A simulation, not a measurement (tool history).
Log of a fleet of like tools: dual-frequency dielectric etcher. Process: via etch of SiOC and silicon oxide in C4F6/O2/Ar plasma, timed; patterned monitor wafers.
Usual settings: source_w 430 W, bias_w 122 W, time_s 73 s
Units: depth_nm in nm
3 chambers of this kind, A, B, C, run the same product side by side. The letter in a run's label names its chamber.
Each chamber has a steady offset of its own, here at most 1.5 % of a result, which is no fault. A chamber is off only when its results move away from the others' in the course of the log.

run	hour	source_w	bias_w	time_s	hours since the last wet clean	hours since the last source power generator calibration	hours since the last bias power generator calibration	read-back reference wafer on the same gauge, depth_nm	depth_nm
1C	5.9	430	122	73	85	1965.9	2139.8	85.719	76.227
2B	9.8	430	122	73	180.7	320.4	276.3	85.744	75.638
3A	16.3	430	122	73	147.2	2713.6	595.9	85.675	74.768
4B	20.7	430	122	73	191.6	331.3	287.2	85.698	75.988
5C	25.6	430	122	73	104.7	1985.6	2159.5	85.746	75.763
6A	29.1	430	122	73	160	2726.4	608.7	85.697	75.41
7B	33.6	430	122	73	204.5	344.2	300.1	85.743	76.221
8A	37.3	430	122	73	168.2	2734.6	616.9	85.653	75.572
9C	43.4	430	122	73	122.5	2003.4	2177.3	85.709	76.074
10A	47.8	430	122	73	178.7	2745.1	627.4	85.707	75.464
11B	52	430	122	73	222.9	362.6	318.5	85.679	76.111
12C	59.3	430	122	73	138.4	2019.3	2193.2	85.69	76.247
13B	64.2	430	122	73	235.1	374.8	330.7	85.658	76.076
14C	71.5	430	122	73	150.6	2031.5	2205.4	85.657	75.983
15A	76.1	430	122	73	207	2773.4	655.7	85.689	76.198
16C	83.4	430	122	73	162.5	2043.4	2217.3	85.708	76.193
17A	87.4	430	122	73	218.3	2784.7	667	85.718	76.504
18B	91.8	430	122	73	262.7	402.4	358.3	85.747	76.058
19B	99.2	430	122	73	270.1	409.8	365.7	85.686	75.93
20A	106	430	122	73	236.9	2803.3	685.6	85.666	76.477
21C	111	430	122	73	190.1	2071	2244.9	85.623	76.112
22A	116.8	380	122	80.5	247.7	2814.1	696.4	85.683	80.555
23B	124.2	380	122	80.5	295.1	434.8	390.7	85.692	80.077
# hour 125.2: chamber C: bias power generator calibrated
24C	127.7	380	122	80.5	206.8	2087.7	2.6	85.699	79.352
25C	131.2	430	122	73	210.3	2091.2	6.1	85.728	76.156
26B	136.4	430	122	73	307.3	447	402.9	85.696	75.845
27A	140	330	132	73	270.9	2837.3	719.6	85.744	71.231
28A	144.7	330	132	73	275.6	2842	724.3	85.689	71.126
29B	149.3	330	132	73	320.2	459.9	415.8	85.717	70.227
30C	156.7	430	122	73	235.8	2116.7	31.6	85.731	75.997
31B	163.2	430	122	73	334.1	473.8	429.7	85.759	75.474
32C	168	430	122	73	247.1	2128	42.9	85.74	75.823
33A	172.4	430	122	73	303.3	2869.7	752	85.696	77.681

Is one chamber off against the others, does the gauge drift, or is nothing wrong? If a chamber is off, say which, and what the likeliest cause is.

Chamber A drifts away from the others.
Cause: etch rate over this chamber's usual, % = 3.89.

Here are 4 candidates for chamber A's next run, each the usual settings with a change, their results left as question marks. Which one brings its results back in line with what the others give on the usual settings?
In line means no further than this from the other chambers' mean on the usual settings: depth_nm 0.71 nm
34A-1	177.7	460	122	73					?
34A-2	177.7	420	121	70					?
34A-3	177.7	430	123	77					?
34A-4	177.7	430	111	73					?

The other chambers' mean on the usual settings: depth_nm 75.972 nm
run	depth_nm
34A-1	80.056
34A-2	73.819
34A-3	82.376
34A-4	75.772
34A-4 brings the chamber back in line.
